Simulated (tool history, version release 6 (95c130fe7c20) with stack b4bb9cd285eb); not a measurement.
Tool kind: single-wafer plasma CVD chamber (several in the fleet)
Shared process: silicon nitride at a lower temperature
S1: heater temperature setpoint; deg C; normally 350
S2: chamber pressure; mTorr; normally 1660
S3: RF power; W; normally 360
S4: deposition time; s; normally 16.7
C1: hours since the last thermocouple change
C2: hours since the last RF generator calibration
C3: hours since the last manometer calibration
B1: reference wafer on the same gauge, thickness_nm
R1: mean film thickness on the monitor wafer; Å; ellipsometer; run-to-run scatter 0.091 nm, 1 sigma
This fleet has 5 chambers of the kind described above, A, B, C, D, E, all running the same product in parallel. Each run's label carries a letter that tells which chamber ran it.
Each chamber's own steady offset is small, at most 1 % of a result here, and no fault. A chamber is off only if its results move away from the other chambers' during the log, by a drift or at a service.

| run | hour | S1 | S2 | S3 | S4 | C1 | C2 | C3 | B1 | R1 |
|---|---|---|---|---|---|---|---|---|---|---|
| 1B | 8.6 | 350 | 1660 | 360 | 16.7 | 41.6 | 773.8 | 928.8 | 21.006 | 221.15 |
| 2A | 18.4 | 350 | 1660 | 360 | 16.7 | 1115.2 | 537.0 | 718.7 | 20.985 | 222.97 |
| 3E | 25.0 | 350 | 1660 | 360 | 16.7 | 998.5 | 684.1 | 619.4 | 20.996 | 223.82 |
| 4D | 37.3 | 350 | 1660 | 360 | 16.7 | 285.8 | 490.6 | 91.0 | 20.999 | 220.87 |
| 5C | 43.6 | 350 | 1660 | 360 | 16.7 | 328.7 | 2541.9 | 2000.8 | 21.007 | 222.89 |
| 6A | 51.3 | 341 | 1660 | 400 | 16.7 | 1148.1 | 569.9 | 751.6 | 20.995 | 238.76 |
| 7E | 63.2 | 341 | 1660 | 400 | 16.7 | 1036.7 | 722.3 | 657.6 | 20.984 | 238.44 |
|  | 63.5 | chamber B: capacitance manometer re-zeroed and calibrated |
|  | 67.0 | chamber E: RF generator calibrated |
| 8C | 69.9 | 341 | 1660 | 400 | 16.7 | 355.0 | 2568.2 | 2027.1 | 20.999 | 239.04 |
| 9B | 83.4 | 341 | 1660 | 400 | 16.7 | 116.4 | 848.6 | 19.9 | 21.009 | 238.04 |
| 10D | 91.8 | 341 | 1660 | 400 | 16.7 | 340.3 | 545.1 | 145.5 | 20.996 | 237.88 |
| 11C | 102.9 | 350 | 1660 | 360 | 16.7 | 388.0 | 2601.2 | 2060.1 | 20.990 | 223.34 |
| 12D | 110.6 | 350 | 1660 | 360 | 14.6 | 359.1 | 563.9 | 164.3 | 21.017 | 194.04 |
|  | 113.7 | chamber C: capacitance manometer re-zeroed and calibrated |
| 13E | 117.2 | 350 | 1660 | 360 | 14.6 | 1090.7 | 50.2 | 711.6 | 21.001 | 195.62 |
| 14A | 124.2 | 350 | 1660 | 360 | 14.6 | 1221.0 | 642.8 | 824.5 | 21.003 | 194.82 |
| 15B | 136.4 | 350 | 1660 | 360 | 14.6 | 169.4 | 901.6 | 72.9 | 21.029 | 193.36 |
| 16A | 145.9 | 350 | 1660 | 360 | 14.6 | 1242.7 | 664.5 | 846.2 | 20.993 | 195.03 |
| 17C | 152.7 | 350 | 1660 | 360 | 16.7 | 437.8 | 2651.0 | 39.0 | 20.988 | 222.80 |
| 18E | 161.3 | 350 | 1660 | 360 | 16.7 | 1134.8 | 94.3 | 755.7 | 21.018 | 223.45 |
| 19B | 170.3 | 350 | 1660 | 360 | 16.7 | 203.3 | 935.5 | 106.8 | 21.005 | 219.79 |
| 20D | 177.6 | 350 | 1660 | 360 | 16.7 | 426.1 | 630.9 | 231.3 | 21.010 | 221.75 |
| 21C | 186.1 | 350 | 1660 | 360 | 16.7 | 471.2 | 2684.4 | 72.4 | 20.981 | 221.26 |
| 22A | 197.1 | 350 | 1660 | 360 | 16.7 | 1293.9 | 715.7 | 897.4 | 21.000 | 220.77 |
| 23B | 208.1 | 350 | 1660 | 360 | 16.7 | 241.1 | 973.3 | 144.6 | 20.993 | 217.92 |
| 24E | 216.0 | 350 | 1660 | 360 | 16.7 | 1189.5 | 149.0 | 810.4 | 21.034 | 223.58 |
| 25D | 222.5 | 350 | 1660 | 360 | 16.7 | 471.0 | 675.8 | 276.2 | 20.985 | 221.36 |
| 26A | 230.1 | 350 | 1660 | 360 | 16.7 | 1326.9 | 748.7 | 930.4 | 21.008 | 222.88 |
| 27D | 243.6 | 365 | 1660 | 360 | 16.7 | 492.1 | 696.9 | 297.3 | 20.983 | 219.43 |
| 28B | 251.7 | 365 | 1660 | 360 | 16.7 | 284.7 | 1016.9 | 188.2 | 20.991 | 216.05 |
|  | 256.1 | chamber A: RF generator calibrated |
| 29E | 260.5 | 365 | 1660 | 360 | 16.7 | 1234.0 | 193.5 | 854.9 | 21.025 | 221.98 |
| 30C | 271.2 | 365 | 1660 | 360 | 16.7 | 556.3 | 2769.5 | 157.5 | 20.989 | 222.44 |
|  | 272.3 | chamber C: RF generator calibrated |
| 31C | 277.2 | 365 | 1660 | 360 | 16.7 | 562.3 | 5.0 | 163.5 | 21.004 | 223.80 |
| 32A | 290.9 | 350 | 1660 | 360 | 16.7 | 1387.7 | 34.9 | 991.2 | 20.972 | 222.29 |
| 33E | 297.5 | 350 | 1660 | 360 | 16.7 | 1271.0 | 230.5 | 891.9 | 21.008 | 222.90 |
| 34B | 308.5 | 339 | 1660 | 360 | 16.7 | 341.5 | 1073.7 | 245.0 | 21.010 | 213.19 |
| 35D | 320.9 | 339 | 1660 | 360 | 16.7 | 569.4 | 774.2 | 374.6 | 20.985 | 221.72 |
| 36A | 332.5 | 339 | 1660 | 360 | 16.7 | 1429.3 | 76.5 | 1032.8 | 21.010 | 223.22 |
| 37D | 344.6 | 339 | 1660 | 360 | 16.7 | 593.1 | 797.9 | 398.3 | 21.000 | 222.40 |

Which is it: a chamber that has drifted or been left off by a service, a gauge drift common to all chambers, or only each chamber's usual small offset? If a chamber is off, name it and its likeliest cause.

Chamber B drifts away from the others.
Likeliest cause: delivered RF power below the setpoint (%) = 7.5.

Below are 4 candidate recipes for chamber B's next run, each the usual settings with a change, their results shown as question marks. Which of them brings B's results back in line with what the other chambers give on the usual settings?
To be in line, a result may differ from the other chambers' mean on the usual settings by at most: R1 3.20 Å
| 38B-1 | 354.4 | 350 | 1640 | 350 | 16.1 |  |  |  |  | ? |
| 38B-2 | 354.4 | 350 | 1670 | 365 | 17.0 |  |  |  |  | ? |
| 38B-3 | 354.4 | 350 | 1660 | 370 | 17.3 |  |  |  |  | ? |
| 38B-4 | 354.4 | 350 | 1660 | 360 | 16.2 |  |  |  |  | ? |

The mean the other chambers reach with the usual settings: R1 222.98 Å
| run | R1 |
|---|---|
| 38B-1 | 199.52 |
| 38B-2 | 217.64 |
| 38B-3 | 223.08 |
| 38B-4 | 205.24 |
With 38B-3, the chamber falls back in line with the rest.

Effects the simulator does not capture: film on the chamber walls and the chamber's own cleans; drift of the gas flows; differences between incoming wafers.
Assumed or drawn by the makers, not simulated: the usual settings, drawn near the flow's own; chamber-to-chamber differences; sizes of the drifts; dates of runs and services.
